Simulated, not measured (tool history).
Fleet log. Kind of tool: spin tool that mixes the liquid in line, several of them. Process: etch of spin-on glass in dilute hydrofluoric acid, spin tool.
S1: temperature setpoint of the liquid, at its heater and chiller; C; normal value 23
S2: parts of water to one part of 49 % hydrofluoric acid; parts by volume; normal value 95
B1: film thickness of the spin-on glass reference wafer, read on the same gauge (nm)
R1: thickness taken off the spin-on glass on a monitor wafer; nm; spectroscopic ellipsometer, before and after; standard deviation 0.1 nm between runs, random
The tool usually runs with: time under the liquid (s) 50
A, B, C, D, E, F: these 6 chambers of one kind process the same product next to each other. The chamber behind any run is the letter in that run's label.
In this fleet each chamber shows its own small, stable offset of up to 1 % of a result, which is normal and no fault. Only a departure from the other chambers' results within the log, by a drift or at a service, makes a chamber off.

Run 1A, day 0.462: usual settings; B1 50.036. Result: R1 19.796 nm.
Run 2C, day 0.85: usual settings; B1 49.981. Result: R1 19.568 nm.
Run 3D, day 1.421: usual settings; B1 50.008. Result: R1 19.608 nm.
Run 4E, day 1.958: usual settings; B1 50.018. Result: R1 19.501 nm.
Run 5B, day 2.5: usual settings but S1 27 C, S2 135 parts by volume; B1 50.029. Result: R1 15.372 nm.
Run 6F, day 2.962: usual settings but S1 27 C, S2 135 parts by volume; B1 49.991. Result: R1 15.314 nm.
Run 7D, day 3.35: usual settings but S1 27 C, S2 135 parts by volume; B1 49.993. Result: R1 15.291 nm.
Run 8C, day 3.821: usual settings but S1 27 C, S2 135 parts by volume; B1 50.025. Result: R1 15.057 nm.
Run 9A, day 4.279: usual settings but S1 27 C, S2 135 parts by volume; B1 50.015. Result: R1 15.288 nm.
Run 10E, day 4.642: usual settings but S1 27 C, S2 135 parts by volume; B1 50.003. Result: R1 15.325 nm.
Run 11B, day 4.929: usual settings; B1 49.973. Result: R1 19.57 nm.
Run 12F, day 5.333: usual settings; B1 49.989. Result: R1 19.304 nm.
Run 13E, day 5.771: usual settings; B1 49.989. Result: R1 19.558 nm.
At day 6.129: chamber F: hydrofluoric acid flow meter replaced.
Run 14F, day 6.325: usual settings; B1 49.997. Result: R1 19.493 nm.
Run 15B, day 6.817: usual settings but S2 60 parts by volume; B1 50.017. Result: R1 32.689 nm.
Run 16A, day 7.079: usual settings but S2 60 parts by volume; B1 49.991. Result: R1 32.184 nm.
Run 17C, day 7.488: usual settings but S2 60 parts by volume; B1 49.963. Result: R1 32.437 nm.
Run 18D, day 7.946: usual settings but S2 60 parts by volume; B1 50.002. Result: R1 32.588 nm.
Run 19D, day 8.358: usual settings but S2 60 parts by volume; B1 50.013. Result: R1 32.575 nm.
Run 20F, day 8.8: usual settings but S2 60 parts by volume; B1 50.021. Result: R1 32.1 nm.
Run 21E, day 9.329: usual settings; B1 49.991. Result: R1 19.558 nm.
At day 9.817: chamber B: thermometer replaced.
Run 22A, day 9.912: usual settings; B1 50.026. Result: R1 19.688 nm.
Run 23C, day 10.329: usual settings; B1 50.024. Result: R1 19.25 nm.
Run 24B, day 10.896: usual settings; B1 49.961. Result: R1 19.572 nm.
Run 25D, day 11.242: usual settings; B1 50.017. Result: R1 19.572 nm.
Run 26B, day 11.692: usual settings; B1 50.011. Result: R1 19.734 nm.
Run 27F, day 12.242: usual settings; B1 50.008. Result: R1 19.382 nm.
Run 28C, day 12.662: usual settings; B1 49.996. Result: R1 19.131 nm.
Run 29E, day 13.121: usual settings but S1 21 C, S2 70 parts by volume; B1 49.99. Result: R1 25.319 nm.
Run 30A, day 13.642: usual settings but S1 21 C, S2 70 parts by volume; B1 50. Result: R1 25.177 nm.
Run 31B, day 13.979: usual settings but S1 21 C, S2 70 parts by volume; B1 50.044. Result: R1 25.313 nm.
Run 32C, day 14.417: usual settings but S1 21 C, S2 70 parts by volume; B1 50.005. Result: R1 24.513 nm.
At day 14.738: chamber B: hydrofluoric acid flow meter replaced.
Run 33D, day 14.896: usual settings but S1 21 C, S2 70 parts by volume; B1 49.982. Result: R1 25.24 nm.
Run 34A, day 15.296: usual settings but S1 21 C, S2 70 parts by volume; B1 49.986. Result: R1 25.157 nm.
Run 35E, day 15.667: usual settings; B1 49.977. Result: R1 19.553 nm.
Run 36F, day 16.121: usual settings; B1 50.001. Result: R1 19.498 nm.
Run 37A, day 16.646: usual settings; B1 49.992. Result: R1 19.596 nm.
Run 38E, day 16.979: usual settings; B1 49.992. Result: R1 19.48 nm.
Run 39F, day 17.312: usual settings; B1 49.977. Result: R1 19.444 nm.
Run 40C, day 17.7: usual settings; B1 50.009. Result: R1 18.648 nm.
Run 41D, day 17.992: usual settings; B1 49.981. Result: R1 19.705 nm.
Run 42B, day 18.571: usual settings but S1 26.5 C; B1 50.007. Result: R1 22.483 nm.
Run 43A, day 18.908: usual settings but S1 26.5 C; B1 50.034. Result: R1 22.67 nm.

One chamber off, gauge drift, or nothing amiss beyond the chambers' own small offsets? If it is a chamber, which one, and what is the likeliest cause?

Chamber C drifts away from the others.
What lies behind it: hydrofluoric acid flow below the setpoint (%) = 4.36.
The log may not tell that from: liquid colder than its thermometer reads (K).

Below are 4 candidate recipes for chamber C's next run, each the usual settings with a change, their results shown as question marks. Which of them brings C's results back in line with what the other chambers give on the usual settings?
Maximum distance from the other chambers' mean on the usual settings for a result to count as in line: R1 0.36 nm
Run 44C-1, day 19.333: usual settings but S1 23.5 C. Result: R1 ?.
Run 44C-2, day 19.333: usual settings but S2 90 parts by volume. Result: R1 ?.
Run 44C-3, day 19.333: usual settings but S2 100 parts by volume. Result: R1 ?.
Run 44C-4, day 19.333: usual settings but S1 22.5 C. Result: R1 ?.

The mean the other chambers reach with the usual settings: R1 19.561 nm
  run      R1
44C-1  18.846
44C-2   19.64
44C-3  17.425
44C-4  18.107
The answer is 44C-2, which returns the chamber to within the allowed miss of the others.
